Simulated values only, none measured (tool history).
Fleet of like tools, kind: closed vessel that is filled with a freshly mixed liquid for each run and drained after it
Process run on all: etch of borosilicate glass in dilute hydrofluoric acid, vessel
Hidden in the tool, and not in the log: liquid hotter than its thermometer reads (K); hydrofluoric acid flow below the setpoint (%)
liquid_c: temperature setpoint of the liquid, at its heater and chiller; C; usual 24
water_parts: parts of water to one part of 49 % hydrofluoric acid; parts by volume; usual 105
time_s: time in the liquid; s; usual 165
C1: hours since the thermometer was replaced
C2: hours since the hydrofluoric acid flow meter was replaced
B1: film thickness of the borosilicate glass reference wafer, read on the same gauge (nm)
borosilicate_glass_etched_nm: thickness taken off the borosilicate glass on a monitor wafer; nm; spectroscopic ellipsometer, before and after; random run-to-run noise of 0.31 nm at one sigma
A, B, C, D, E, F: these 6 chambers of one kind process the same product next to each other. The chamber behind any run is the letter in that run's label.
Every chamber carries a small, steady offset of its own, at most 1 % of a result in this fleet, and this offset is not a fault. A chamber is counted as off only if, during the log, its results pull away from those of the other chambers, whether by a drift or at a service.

Run 1A, day 0.388: usual settings; C1 206.4; C2 1556.7; B1 109.98. Result: borosilicate_glass_etched_nm 45.015 nm.
Run 2D, day 0.662: usual settings; C1 218.9; C2 408.6; B1 109.98. Result: borosilicate_glass_etched_nm 44.498 nm.
Run 3F, day 1.067: usual settings; C1 1322.3; C2 648.1; B1 110. Result: borosilicate_glass_etched_nm 45.27 nm.
Run 4C, day 1.492: usual settings; C1 118.8; C2 517.6; B1 110.02. Result: borosilicate_glass_etched_nm 44.402 nm.
Run 5E, day 1.779: usual settings; C1 745.8; C2 616.1; B1 110.04. Result: borosilicate_glass_etched_nm 44.467 nm.
Run 6B, day 2.042: usual settings but liquid_c 26.5 C, time_s 135 s; C1 1193.3; C2 200.6; B1 110. Result: borosilicate_glass_etched_nm 40.02 nm.
Run 7B, day 2.329: usual settings but liquid_c 26.5 C, time_s 135 s; C1 1200.2; C2 207.5; B1 109.99. Result: borosilicate_glass_etched_nm 40.654 nm.
Run 8F, day 2.717: usual settings but liquid_c 26.5 C, time_s 135 s; C1 1361.9; C2 687.7; B1 109.96. Result: borosilicate_glass_etched_nm 40.264 nm.
Run 9E, day 3.088: usual settings but liquid_c 26.5 C, time_s 135 s; C1 777.2; C2 647.5; B1 109.96. Result: borosilicate_glass_etched_nm 40.101 nm.
Run 10D, day 3.558: usual settings but liquid_c 26.5 C, time_s 135 s; C1 288.4; C2 478.1; B1 110.02. Result: borosilicate_glass_etched_nm 40.327 nm.
At day 3.675: chamber C: hydrofluoric acid flow meter replaced.
Run 11C, day 3.983: usual settings but liquid_c 26.5 C, time_s 135 s; C1 178.6; C2 7.4; B1 109.99. Result: borosilicate_glass_etched_nm 40.387 nm.
Run 12A, day 4.308: usual settings; C1 300.5; C2 1650.8; B1 109.97. Result: borosilicate_glass_etched_nm 44.684 nm.
Run 13A, day 4.692: usual settings; C1 309.7; C2 1660; B1 110. Result: borosilicate_glass_etched_nm 44.776 nm.
Run 14F, day 5.104: usual settings; C1 1419.2; C2 745; B1 110. Result: borosilicate_glass_etched_nm 45.066 nm.
Run 15B, day 5.383: usual settings; C1 1273.5; C2 280.8; B1 109.99. Result: borosilicate_glass_etched_nm 45.003 nm.
Run 16C, day 5.85: usual settings; C1 223.4; C2 52.2; B1 109.99. Result: borosilicate_glass_etched_nm 44.247 nm.
Run 17E, day 6.146: usual settings; C1 850.6; C2 720.9; B1 109.99. Result: borosilicate_glass_etched_nm 44.711 nm.
Run 18D, day 6.454: usual settings; C1 357.9; C2 547.6; B1 109.98. Result: borosilicate_glass_etched_nm 44.687 nm.
Run 19A, day 6.738: usual settings; C1 358.8; C2 1709.1; B1 110.04. Result: borosilicate_glass_etched_nm 44.944 nm.
Run 20D, day 7.021: usual settings; C1 371.5; C2 561.2; B1 110.02. Result: borosilicate_glass_etched_nm 44.833 nm.
Run 21F, day 7.429: usual settings; C1 1475; C2 800.8; B1 109.99. Result: borosilicate_glass_etched_nm 44.453 nm.
Run 22E, day 7.679: usual settings but liquid_c 22 C; C1 887.4; C2 757.7; B1 109.99. Result: borosilicate_glass_etched_nm 41.47 nm.
Run 23C, day 8.154: usual settings but liquid_c 22 C; C1 278.7; C2 107.5; B1 109.97. Result: borosilicate_glass_etched_nm 41.302 nm.
Run 24B, day 8.471: usual settings but liquid_c 22 C; C1 1347.6; C2 354.9; B1 110.03. Result: borosilicate_glass_etched_nm 41.188 nm.
Run 25D, day 8.875: usual settings but liquid_c 22 C; C1 416; C2 605.7; B1 109.96. Result: borosilicate_glass_etched_nm 41.299 nm.
Run 26C, day 9.167: usual settings but liquid_c 22 C; C1 303; C2 131.8; B1 109.98. Result: borosilicate_glass_etched_nm 41.322 nm.
Run 27A, day 9.662: usual settings but liquid_c 22 C; C1 429; C2 1779.3; B1 109.96. Result: borosilicate_glass_etched_nm 41.507 nm.
Run 28E, day 10.112: usual settings; C1 945.8; C2 816.1; B1 110.02. Result: borosilicate_glass_etched_nm 45.683 nm.
Run 29F, day 10.496: usual settings; C1 1548.6; C2 874.4; B1 110.01. Result: borosilicate_glass_etched_nm 45.053 nm.
Run 30B, day 10.996: usual settings; C1 1408.2; C2 415.5; B1 109.97. Result: borosilicate_glass_etched_nm 44.224 nm.
Run 31A, day 11.325: usual settings; C1 468.9; C2 1819.2; B1 110.06. Result: borosilicate_glass_etched_nm 45.095 nm.
Run 32E, day 11.604: usual settings; C1 981.6; C2 851.9; B1 109.99. Result: borosilicate_glass_etched_nm 46.792 nm.
Run 33C, day 11.833: usual settings; C1 367; C2 195.8; B1 110.02. Result: borosilicate_glass_etched_nm 44.393 nm.
Run 34B, day 12.112: usual settings; C1 1435; C2 442.3; B1 110.04. Result: borosilicate_glass_etched_nm 44.703 nm.
Run 35F, day 12.462: usual settings; C1 1595.8; C2 921.6; B1 110. Result: borosilicate_glass_etched_nm 44.818 nm.
Run 36D, day 12.696: usual settings; C1 507.7; C2 697.4; B1 110.03. Result: borosilicate_glass_etched_nm 45.031 nm.
Run 37F, day 13.067: usual settings; C1 1610.3; C2 936.1; B1 109.98. Result: borosilicate_glass_etched_nm 44.623 nm.
Run 38D, day 13.542: usual settings but water_parts 145 parts by volume; C1 528; C2 717.7; B1 110.02. Result: borosilicate_glass_etched_nm 31.133 nm.
Run 39E, day 13.796: usual settings but water_parts 145 parts by volume; C1 1034.2; C2 904.5; B1 109.99. Result: borosilicate_glass_etched_nm 32.103 nm.

For the next run the whole fleet of 6 chambers uses the same settings. Give each chamber's results:
Run 40A, day 14.158: usual settings. Result: borosilicate_glass_etched_nm ?.
Run 40B, day 14.158: usual settings. Result: borosilicate_glass_etched_nm ?.
Run 40C, day 14.158: usual settings. Result: borosilicate_glass_etched_nm ?.
Run 40D, day 14.158: usual settings. Result: borosilicate_glass_etched_nm ?.
Run 40E, day 14.158: usual settings. Result: borosilicate_glass_etched_nm ?.
Run 40F, day 14.158: usual settings. Result: borosilicate_glass_etched_nm ?.

run  borosilicate_glass_etched_nm
40A                         45.24
40B                        44.611
40C                        44.459
40D                        44.253
40E                        47.215
40F                        44.642
